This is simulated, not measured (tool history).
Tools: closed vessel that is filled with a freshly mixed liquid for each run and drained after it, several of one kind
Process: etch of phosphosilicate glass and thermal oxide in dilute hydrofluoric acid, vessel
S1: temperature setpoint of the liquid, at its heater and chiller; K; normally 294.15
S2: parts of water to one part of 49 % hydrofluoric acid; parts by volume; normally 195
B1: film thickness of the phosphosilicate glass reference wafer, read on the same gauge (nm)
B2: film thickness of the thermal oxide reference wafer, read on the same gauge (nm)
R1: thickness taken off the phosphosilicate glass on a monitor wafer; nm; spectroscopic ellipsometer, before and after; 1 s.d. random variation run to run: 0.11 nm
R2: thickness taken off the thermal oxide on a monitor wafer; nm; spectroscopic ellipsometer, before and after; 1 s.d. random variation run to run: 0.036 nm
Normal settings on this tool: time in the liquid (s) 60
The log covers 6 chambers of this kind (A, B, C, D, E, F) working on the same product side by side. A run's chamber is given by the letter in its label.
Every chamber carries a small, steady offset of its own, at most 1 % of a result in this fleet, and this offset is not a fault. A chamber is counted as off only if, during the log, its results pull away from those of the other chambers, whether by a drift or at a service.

Run 1D, hour 6.1: usual settings; B1 59.997; B2 39.999. Result: R1 19.932 nm, R2 1.0887 nm.
Run 2E, hour 9: usual settings; B1 60.039; B2 40.023. Result: R1 20.473 nm, R2 1.0616 nm.
Run 3B, hour 12.4: usual settings; B1 59.998; B2 39.987. Result: R1 20.356 nm, R2 1.0779 nm.
Run 4A, hour 15.6: usual settings; B1 59.979; B2 40.005. Result: R1 20.151 nm, R2 1.0994 nm.
Run 5C, hour 20.8: usual settings but S1 298.15 K, time in the liquid (s) 75; B1 59.989; B2 39.982. Result: R1 29.622 nm, R2 1.5992 nm.
Run 6F, hour 23.8: usual settings but S1 298.15 K, time in the liquid (s) 75; B1 60.007; B2 39.962. Result: R1 29.488 nm, R2 1.5619 nm.
Run 7C, hour 29.5: usual settings but S1 298.15 K, time in the liquid (s) 75; B1 60.017; B2 39.98. Result: R1 29.845 nm, R2 1.5459 nm.
Run 8B, hour 34: usual settings but S1 298.15 K, time in the liquid (s) 75; B1 60.012; B2 39.98. Result: R1 29.473 nm, R2 1.5323 nm.
Run 9E, hour 38.7: usual settings but S1 298.15 K, time in the liquid (s) 75; B1 60.015; B2 40.018. Result: R1 29.463 nm, R2 1.5845 nm.
Run 10D, hour 43.3: usual settings but S1 298.15 K, time in the liquid (s) 75; B1 59.956; B2 40. Result: R1 29.268 nm, R2 1.5777 nm.
At hour 47.9: chamber C: thermometer replaced.
Run 11F, hour 49.3: usual settings; B1 59.988; B2 39.997. Result: R1 20.202 nm, R2 1.0592 nm.
Run 12A, hour 52.1: usual settings but S1 291.65 K, S2 130 parts by volume; B1 60.008; B2 40.025. Result: R1 29.212 nm, R2 1.5388 nm.
Run 13A, hour 56.8: usual settings but S1 291.65 K, S2 130 parts by volume; B1 59.99; B2 39.993. Result: R1 29.248 nm, R2 1.6587 nm.
Run 14F, hour 62.7: usual settings but S1 291.65 K, S2 130 parts by volume; B1 59.968; B2 40.007. Result: R1 29.199 nm, R2 1.4337 nm.
Run 15D, hour 69: usual settings but S1 291.65 K, S2 130 parts by volume; B1 59.994; B2 39.981. Result: R1 29.23 nm, R2 1.5724 nm.
Run 16C, hour 74.2: usual settings but S1 291.65 K, S2 130 parts by volume; B1 60.01; B2 40.011. Result: R1 29.258 nm, R2 1.4456 nm.
Run 17B, hour 77.9: usual settings but S1 291.65 K, S2 130 parts by volume; B1 59.99; B2 40.001. Result: R1 29.84 nm, R2 1.5597 nm.
Run 18E, hour 82.4: usual settings; B1 59.993; B2 39.963. Result: R1 20.189 nm, R2 1.0655 nm.
At hour 83.9: chamber B: hydrofluoric acid flow meter replaced.
Run 19E, hour 88.7: usual settings; B1 60.019; B2 39.984. Result: R1 20.321 nm, R2 1.1142 nm.
Run 20D, hour 91.6: usual settings; B1 60.017; B2 39.975. Result: R1 19.948 nm, R2 1.1163 nm.
Run 21B, hour 94.7: usual settings; B1 59.987; B2 39.996. Result: R1 20.428 nm, R2 1.0246 nm.
Run 22A, hour 99.7: usual settings; B1 60.004; B2 39.987. Result: R1 20.141 nm, R2 1.0571 nm.
Run 23C, hour 103.8: usual settings; B1 60.009; B2 39.933. Result: R1 20.323 nm, R2 1.0585 nm.
Run 24F, hour 106.8: usual settings; B1 59.972; B2 40.022. Result: R1 20.325 nm, R2 0.9977 nm.
Run 25C, hour 111.9: usual settings; B1 59.966; B2 39.94. Result: R1 20.584 nm, R2 1.0957 nm.
Run 26B, hour 116.7: usual settings but S2 255 parts by volume; B1 59.973; B2 40.004. Result: R1 14.842 nm, R2 0.79472 nm.
Run 27A, hour 123: usual settings but S2 255 parts by volume; B1 60.014; B2 40.004. Result: R1 14.55 nm, R2 0.76707 nm.
At hour 126: chamber C: hydrofluoric acid flow meter replaced.
Run 28F, hour 127: usual settings but S2 255 parts by volume; B1 59.985; B2 39.98. Result: R1 14.522 nm, R2 0.76482 nm.
Run 29E, hour 130.9: usual settings but S2 255 parts by volume; B1 60.004; B2 40.017. Result: R1 14.621 nm, R2 0.80007 nm.
Run 30D, hour 135.8: usual settings but S2 255 parts by volume; B1 59.999; B2 40.002. Result: R1 14.386 nm, R2 0.77459 nm.
At hour 139.7: chamber F: hydrofluoric acid flow meter replaced.
Run 31F, hour 141.4: usual settings but S2 255 parts by volume; B1 60.018; B2 40.058. Result: R1 14.735 nm, R2 0.81471 nm.
Run 32E, hour 146.1: usual settings; B1 60.01; B2 40.02. Result: R1 20.329 nm, R2 1.0667 nm.
Run 33D, hour 150.9: usual settings; B1 59.981; B2 40.018. Result: R1 20.04 nm, R2 1.1089 nm.
Run 34B, hour 156.9: usual settings; B1 60.024; B2 39.963. Result: R1 20.494 nm, R2 1.0499 nm.
Run 35A, hour 160.5: usual settings but S1 298.65 K, S2 240 parts by volume; B1 60; B2 39.999. Result: R1 18.289 nm, R2 1.0227 nm.
Run 36C, hour 165: usual settings but S1 298.65 K, S2 240 parts by volume; B1 59.982; B2 40.012. Result: R1 18.841 nm, R2 1.0027 nm.
Run 37C, hour 169.2: usual settings but S1 298.65 K, S2 240 parts by volume; B1 60.036; B2 40.009. Result: R1 18.737 nm, R2 1.0374 nm.
Run 38F, hour 172.4: usual settings but S1 298.65 K, S2 240 parts by volume; B1 59.956; B2 39.977. Result: R1 18.695 nm, R2 1.0169 nm.
Run 39E, hour 175.3: usual settings but S1 298.65 K, S2 240 parts by volume; B1 60.005; B2 40.001. Result: R1 18.561 nm, R2 0.96479 nm.
Run 40D, hour 178.4: usual settings but S1 298.65 K, S2 240 parts by volume; B1 60.02; B2 40.004. Result: R1 18.307 nm, R2 1.0466 nm.
Run 41A, hour 184.3: usual settings; B1 59.98; B2 40. Result: R1 20.059 nm, R2 0.99607 nm.
Run 42B, hour 189.4: usual settings; B1 60.036; B2 40.023. Result: R1 20.518 nm, R2 1.143 nm.
Run 43A, hour 192.3: usual settings; B1 60.002; B2 40.013. Result: R1 19.958 nm, R2 1.0249 nm.

Next, all 6 chambers run the settings below, one line each with question marks for the results. What does each chamber give?
Run 44A, hour 196.9: usual settings but S2 260 parts by volume. Result: R1 ?, R2 ?.
Run 44B, hour 196.9: usual settings but S2 260 parts by volume. Result: R1 ?, R2 ?.
Run 44C, hour 196.9: usual settings but S2 260 parts by volume. Result: R1 ?, R2 ?.
Run 44D, hour 196.9: usual settings but S2 260 parts by volume. Result: R1 ?, R2 ?.
Run 44E, hour 196.9: usual settings but S2 260 parts by volume. Result: R1 ?, R2 ?.
Run 44F, hour 196.9: usual settings but S2 260 parts by volume. Result: R1 ?, R2 ?.

run      R1       R2
44A  14.063  0.72009
44B  14.397  0.78366
44C  14.479  0.77034
44D  14.151  0.77975
44E  14.397   0.7812
44F  14.226  0.77035
